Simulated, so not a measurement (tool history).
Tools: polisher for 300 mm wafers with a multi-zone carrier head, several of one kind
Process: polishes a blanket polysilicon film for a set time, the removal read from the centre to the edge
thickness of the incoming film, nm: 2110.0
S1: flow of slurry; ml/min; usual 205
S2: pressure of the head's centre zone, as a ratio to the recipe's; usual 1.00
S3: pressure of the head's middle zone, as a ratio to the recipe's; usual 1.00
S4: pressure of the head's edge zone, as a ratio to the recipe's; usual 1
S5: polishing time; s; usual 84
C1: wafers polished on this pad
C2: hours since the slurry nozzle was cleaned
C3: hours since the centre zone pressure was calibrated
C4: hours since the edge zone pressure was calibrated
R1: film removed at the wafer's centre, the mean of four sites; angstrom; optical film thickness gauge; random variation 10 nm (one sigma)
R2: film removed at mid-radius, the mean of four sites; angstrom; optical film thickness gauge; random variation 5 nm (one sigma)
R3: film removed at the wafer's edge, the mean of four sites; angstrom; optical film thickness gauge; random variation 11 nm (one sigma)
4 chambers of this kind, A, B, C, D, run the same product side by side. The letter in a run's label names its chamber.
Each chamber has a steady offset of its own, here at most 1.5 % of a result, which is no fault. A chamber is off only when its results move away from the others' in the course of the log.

| run | day | S1 | S2 | S3 | S4 | S5 | C1 | C2 | C3 | C4 | R1 | R2 | R3 |
|---|---|---|---|---|---|---|---|---|---|---|---|---|---|
|  | 0.025 | chamber C: centre zone pressure recalibrated |
|  | 0.250 | chamber C: worn pad replaced by a new one |
| 1C | 0.608 | 205 | 1.00 | 1.00 | 1 | 84 | 60 | 642.3 | 14.1 | 314.2 | 8286.3 | 8237.8 | 8132.8 |
|  | 0.629 | chamber A: worn pad replaced by a new one |
| 2B | 0.975 | 205 | 1.00 | 1.00 | 1 | 84 | 345 | 272.1 | 1402.3 | 491.3 | 8276.0 | 8338.7 | 8275.5 |
|  | 1.083 | chamber C: edge zone pressure recalibrated |
| 3A | 1.317 | 205 | 1.00 | 1.00 | 1 | 84 | 114 | 283.2 | 156.9 | 538.8 | 8192.9 | 8107.7 | 8302.2 |
| 4D | 1.646 | 205 | 1.00 | 1.00 | 1 | 84 | 1043 | 58.7 | 211.6 | 185.5 | 8489.3 | 8263.7 | 8326.4 |
|  | 1.917 | chamber B: edge zone pressure recalibrated |
|  | 2.112 | chamber C: slurry nozzle cleaned |
| 5B | 2.117 | 205 | 1.00 | 1.00 | 1 | 84 | 535 | 299.5 | 1429.7 | 4.9 | 8303.7 | 8300.3 | 8290.2 |
| 6C | 2.654 | 240 | 1.00 | 1.00 | 1 | 84 | 401 | 13.0 | 63.2 | 37.7 | 8385.3 | 8351.1 | 8424.0 |
| 7A | 3.162 | 240 | 1.00 | 1.00 | 1 | 84 | 422 | 327.5 | 201.2 | 583.1 | 8361.1 | 8211.4 | 8405.0 |
|  | 3.388 | chamber D: worn pad replaced by a new one |
| 8D | 3.546 | 240 | 1.00 | 1.00 | 1 | 84 | 26 | 104.3 | 257.2 | 231.1 | 8393.0 | 8348.8 | 8295.4 |
|  | 3.738 | chamber B: worn pad replaced by a new one |
| 9C | 3.883 | 240 | 1.00 | 1.00 | 1 | 84 | 606 | 42.5 | 92.7 | 67.2 | 8574.4 | 8407.9 | 8507.6 |
|  | 4.188 | chamber B: slurry nozzle cleaned |
| 10D | 4.342 | 205 | 1.11 | 1.00 | 1 | 84 | 159 | 123.4 | 276.3 | 250.2 | 9233.7 | 8230.5 | 8497.9 |
|  | 4.346 | chamber D: centre zone pressure recalibrated |
| 11B | 4.733 | 205 | 1.11 | 1.00 | 1 | 84 | 166 | 13.2 | 1492.5 | 67.7 | 9225.3 | 8323.2 | 8240.3 |
|  | 4.808 | chamber A: slurry nozzle cleaned |
|  | 5.071 | chamber C: worn pad replaced by a new one |
|  | 5.108 | chamber A: edge zone pressure recalibrated |
| 12A | 5.388 | 205 | 1.11 | 1.00 | 1 | 84 | 793 | 13.9 | 254.6 | 6.8 | 9147.8 | 7996.6 | 8272.4 |
| 13A | 5.900 | 205 | 1.11 | 1.00 | 1 | 84 | 879 | 26.2 | 266.9 | 19.1 | 9055.4 | 8082.7 | 8136.7 |
| 14C | 6.292 | 205 | 1.00 | 1.00 | 1 | 84 | 204 | 100.3 | 150.5 | 125.0 | 8282.2 | 8276.0 | 8042.8 |
| 15B | 6.675 | 150 | 1.00 | 0.91 | 1 | 84 | 490 | 59.8 | 1539.1 | 114.3 | 7713.7 | 7264.1 | 7941.9 |
|  | 7.083 | chamber A: worn pad replaced by a new one |
| 16D | 7.342 | 150 | 1.00 | 0.91 | 1 | 84 | 659 | 195.4 | 72.0 | 322.2 | 7821.9 | 7210.4 | 8068.4 |
|  | 7.525 | chamber B: centre zone pressure recalibrated |
| 17C | 7.958 | 150 | 1.00 | 0.91 | 1 | 84 | 482 | 140.3 | 190.5 | 165.0 | 7888.0 | 7181.6 | 8029.8 |
| 18B | 8.250 | 150 | 1.00 | 0.91 | 1 | 84 | 753 | 97.6 | 17.4 | 152.1 | 8724.3 | 7263.6 | 7828.5 |
|  | 8.508 | chamber B: worn pad replaced by a new one |
| 19D | 8.638 | 205 | 1.00 | 1.00 | 1 | 84 | 875 | 226.5 | 103.1 | 353.3 | 8312.6 | 8181.1 | 8440.3 |
| 20A | 9.238 | 205 | 1.00 | 1.00 | 1 | 84 | 359 | 106.3 | 347.0 | 99.2 | 8430.3 | 8132.9 | 8404.1 |
|  | 9.404 | chamber D: edge zone pressure recalibrated |
| 21D | 9.858 | 205 | 1.00 | 1.00 | 1 | 84 | 1079 | 255.8 | 132.4 | 11.0 | 8224.9 | 8191.3 | 8326.4 |
|  | 9.925 | chamber A: centre zone pressure recalibrated |
| 22A | 10.362 | 250 | 1.00 | 1.00 | 1 | 84 | 547 | 133.3 | 10.5 | 126.2 | 8601.8 | 8372.8 | 8276.7 |
| 23C | 10.658 | 250 | 1.00 | 1.00 | 1 | 84 | 932 | 205.1 | 255.3 | 229.8 | 8572.7 | 8559.1 | 8459.8 |
| 24B | 10.958 | 250 | 1.00 | 1.00 | 1 | 84 | 408 | 162.6 | 82.4 | 217.1 | 9431.1 | 8603.5 | 8324.3 |
|  | 10.979 | chamber C: worn pad replaced by a new one |
|  | 11.108 | chamber D: worn pad replaced by a new one |
| 25C | 11.450 | 250 | 1.00 | 1.00 | 1 | 84 | 78 | 224.1 | 274.3 | 248.8 | 8402.9 | 8457.2 | 8407.2 |
| 26D | 11.758 | 205 | 1.00 | 1.00 | 1 | 84 | 108 | 301.4 | 178.0 | 56.6 | 8171.2 | 8168.2 | 8236.7 |
| 27A | 12.088 | 205 | 1.00 | 1.00 | 1 | 84 | 835 | 174.7 | 51.9 | 167.6 | 8236.1 | 8161.3 | 8201.9 |
| 28B | 12.483 | 205 | 1.00 | 1.00 | 1 | 84 | 663 | 199.2 | 119.0 | 253.7 | 9122.1 | 8243.6 | 8248.3 |
|  | 13.038 | chamber C: edge zone pressure recalibrated |
| 29D | 13.125 | 205 | 1.00 | 1.00 | 1 | 84 | 336 | 334.2 | 210.8 | 89.4 | 8145.2 | 8230.0 | 8369.2 |
|  | 13.288 | chamber B: worn pad replaced by a new one |
| 30A | 13.488 | 205 | 1.00 | 1.00 | 1 | 60 | 1068 | 208.3 | 85.5 | 201.2 | 5844.2 | 5748.1 | 5810.7 |
| 31C | 13.908 | 205 | 1.00 | 1.00 | 1 | 60 | 488 | 283.1 | 333.3 | 21.0 | 5837.1 | 5887.1 | 5764.8 |
| 32B | 14.379 | 205 | 1.00 | 1.00 | 1 | 60 | 182 | 244.7 | 164.5 | 299.2 | 6573.0 | 6008.1 | 5948.3 |
| 33C | 15.038 | 205 | 1.00 | 1.00 | 1 | 60 | 677 | 310.2 | 360.4 | 48.1 | 5796.3 | 5871.5 | 5802.6 |
|  | 15.058 | chamber A: worn pad replaced by a new one |
| 34B | 15.408 | 205 | 1.00 | 1.00 | 1 | 84 | 353 | 269.4 | 189.2 | 323.9 | 9140.4 | 8374.2 | 8217.0 |
|  | 15.738 | chamber D: centre zone pressure recalibrated |
| 35A | 16.033 | 205 | 1.00 | 1.00 | 1 | 84 | 163 | 269.4 | 146.6 | 262.3 | 8385.2 | 8195.9 | 8163.5 |
| 36D | 16.396 | 205 | 1.00 | 1.00 | 1 | 84 | 881 | 412.7 | 15.8 | 167.9 | 8354.9 | 8195.6 | 8264.8 |

All 4 chambers run these settings next. Forecast each chamber's results:
| 37A | 16.875 | 205 | 1.00 | 0.96 | 1 | 84 |  |  |  |  | ? | ? | ? |
| 37B | 16.875 | 205 | 1.00 | 0.96 | 1 | 84 |  |  |  |  | ? | ? | ? |
| 37C | 16.875 | 205 | 1.00 | 0.96 | 1 | 84 |  |  |  |  | ? | ? | ? |
| 37D | 16.875 | 205 | 1.00 | 0.96 | 1 | 84 |  |  |  |  | ? | ? | ? |

| run | R1 | R2 | R3 |
|---|---|---|---|
| 37A | 8278.7 | 7885.3 | 8202.7 |
| 37B | 9016.4 | 8083.3 | 8271.5 |
| 37C | 8011.3 | 7927.3 | 8309.7 |
| 37D | 8292.1 | 7854.6 | 8217.9 |
